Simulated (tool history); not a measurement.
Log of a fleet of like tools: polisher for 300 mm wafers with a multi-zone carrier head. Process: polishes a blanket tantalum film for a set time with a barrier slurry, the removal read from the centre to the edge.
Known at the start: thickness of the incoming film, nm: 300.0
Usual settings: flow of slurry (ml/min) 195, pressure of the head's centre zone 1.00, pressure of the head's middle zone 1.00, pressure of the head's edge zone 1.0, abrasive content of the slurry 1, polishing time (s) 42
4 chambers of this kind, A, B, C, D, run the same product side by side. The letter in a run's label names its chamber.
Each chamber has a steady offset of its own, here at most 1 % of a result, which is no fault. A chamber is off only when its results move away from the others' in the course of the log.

run	hour	flow of slurry (ml/min)	pressure of the head's centre zone	pressure of the head's middle zone	pressure of the head's edge zone	abrasive content of the slurry	polishing time (s)	film removed at the wafer's centre (Å)	film removed at mid-radius (Å)	film removed at the wafer's edge (Å)
1A	4.7	195	1.00	1.00	1.0	1	42	1090.20	1108.70	1101.80
2B	12.8	195	1.00	1.00	1.0	1	42	1103.80	1106.80	1084.70
3C	18.6	195	1.00	1.00	1.0	1	42	1107.60	1128.50	1112.30
4D	25.7	195	1.00	1.00	1.0	1	42	1091.80	1096.40	1085.80
# hour 29.3: chamber C: worn pad replaced by a new one
# hour 30.6: chamber A: slurry nozzle cleaned
5A	32.8	195	1.00	1.00	1.0	1	42	1100.00	1089.00	1103.90
# hour 33.3: chamber A: worn pad replaced by a new one
6C	37.8	195	1.12	1.00	1.0	1	42	1253.40	1111.70	1118.90
7D	45.6	195	1.12	1.00	1.0	1	42	1217.20	1096.40	1099.90
# hour 46.1: chamber B: worn pad replaced by a new one
8B	52.6	195	1.12	1.00	1.0	1	42	1241.30	1089.10	1089.70
# hour 58.6: chamber D: worn pad replaced by a new one
9B	59.0	195	1.12	1.00	1.0	1	42	1255.30	1107.70	1098.70
10A	66.8	170	1.07	1.00	1.0	1	42	1154.60	1064.20	1096.20
11D	71.4	170	1.07	1.00	1.0	1	42	1163.70	1051.40	1072.10
12C	77.7	170	1.07	1.00	1.0	1	42	1156.30	1080.50	1092.50
13A	83.0	170	1.07	1.00	1.0	1	42	1152.80	1057.90	1064.10
14B	90.7	195	1.00	1.00	1.0	1	42	1097.80	1111.80	1091.90
15D	97.6	195	1.00	1.00	1.0	1	42	1084.90	1125.10	1090.00
# hour 98.3: chamber A: worn pad replaced by a new one
16C	102.7	195	1.00	1.00	1.0	1	36	944.79	957.58	964.60
17A	110.2	195	1.00	1.00	1.0	1	36	939.99	933.99	951.42
# hour 112.1: chamber A: centre zone pressure recalibrated
18D	114.9	195	1.00	1.00	1.0	1	36	938.11	946.83	948.51
# hour 118.4: chamber C: worn pad replaced by a new one
19B	124.5	195	1.00	1.00	1.0	1	36	949.28	941.66	925.22
20C	131.3	195	1.00	1.00	1.0	1	42	1103.00	1102.90	1084.80
# hour 132.6: chamber D: worn pad replaced by a new one
21B	139.9	195	1.00	1.00	1.0	1	42	1102.50	1093.80	1093.30
22C	146.9	195	1.00	1.00	1.0	1	42	1096.20	1119.40	1124.20
# hour 154.2: chamber B: worn pad replaced by a new one
23D	156.9	195	0.90	0.91	1.0	1	42	970.90	1026.60	1082.20
# hour 161.5: chamber B: slurry nozzle cleaned
24A	165.8	195	0.90	0.91	1.0	1	42	1028.10	1021.30	1094.50
# hour 169.9: chamber A: worn pad replaced by a new one
25D	171.7	195	0.90	0.91	1.0	1	42	963.61	1019.00	1102.00
# hour 177.5: chamber D: centre zone pressure recalibrated
26A	179.3	195	0.90	0.91	1.0	1	42	1032.80	997.03	1083.30
27B	189.4	195	1.00	1.00	1.0	1	42	1114.20	1114.30	1096.90
# hour 194.1: chamber D: worn pad replaced by a new one
# hour 194.2: chamber C: worn pad replaced by a new one
28C	199.2	195	1.00	1.00	1.0	1	42	1099.40	1100.30	1118.70
29A	203.7	195	1.00	1.00	1.0	1	55	1499.80	1420.80	1439.40
30B	213.3	195	1.00	1.00	1.0	1	55	1454.70	1434.40	1429.30
# hour 215.6: chamber D: edge zone pressure recalibrated
31D	222.8	195	1.00	1.00	1.0	1	55	1434.00	1421.50	1449.60
32C	231.8	195	1.00	1.00	1.0	1	55	1443.00	1437.60	1470.10

All 4 chambers run these settings next. Forecast each chamber's results:
33A	239.0	195	1.00	1.00	1.1	1	42	?	?	?
33B	239.0	195	1.00	1.00	1.1	1	42	?	?	?
33C	239.0	195	1.00	1.00	1.1	1	42	?	?	?
33D	239.0	195	1.00	1.00	1.1	1	42	?	?	?

run	film removed at the wafer's centre (Å)	film removed at mid-radius (Å)	film removed at the wafer's edge (Å)
33A	1161.70	1089.40	1178.20
33B	1107.00	1118.30	1158.20
33C	1109.70	1084.00	1161.50
33D	1079.30	1074.70	1138.40
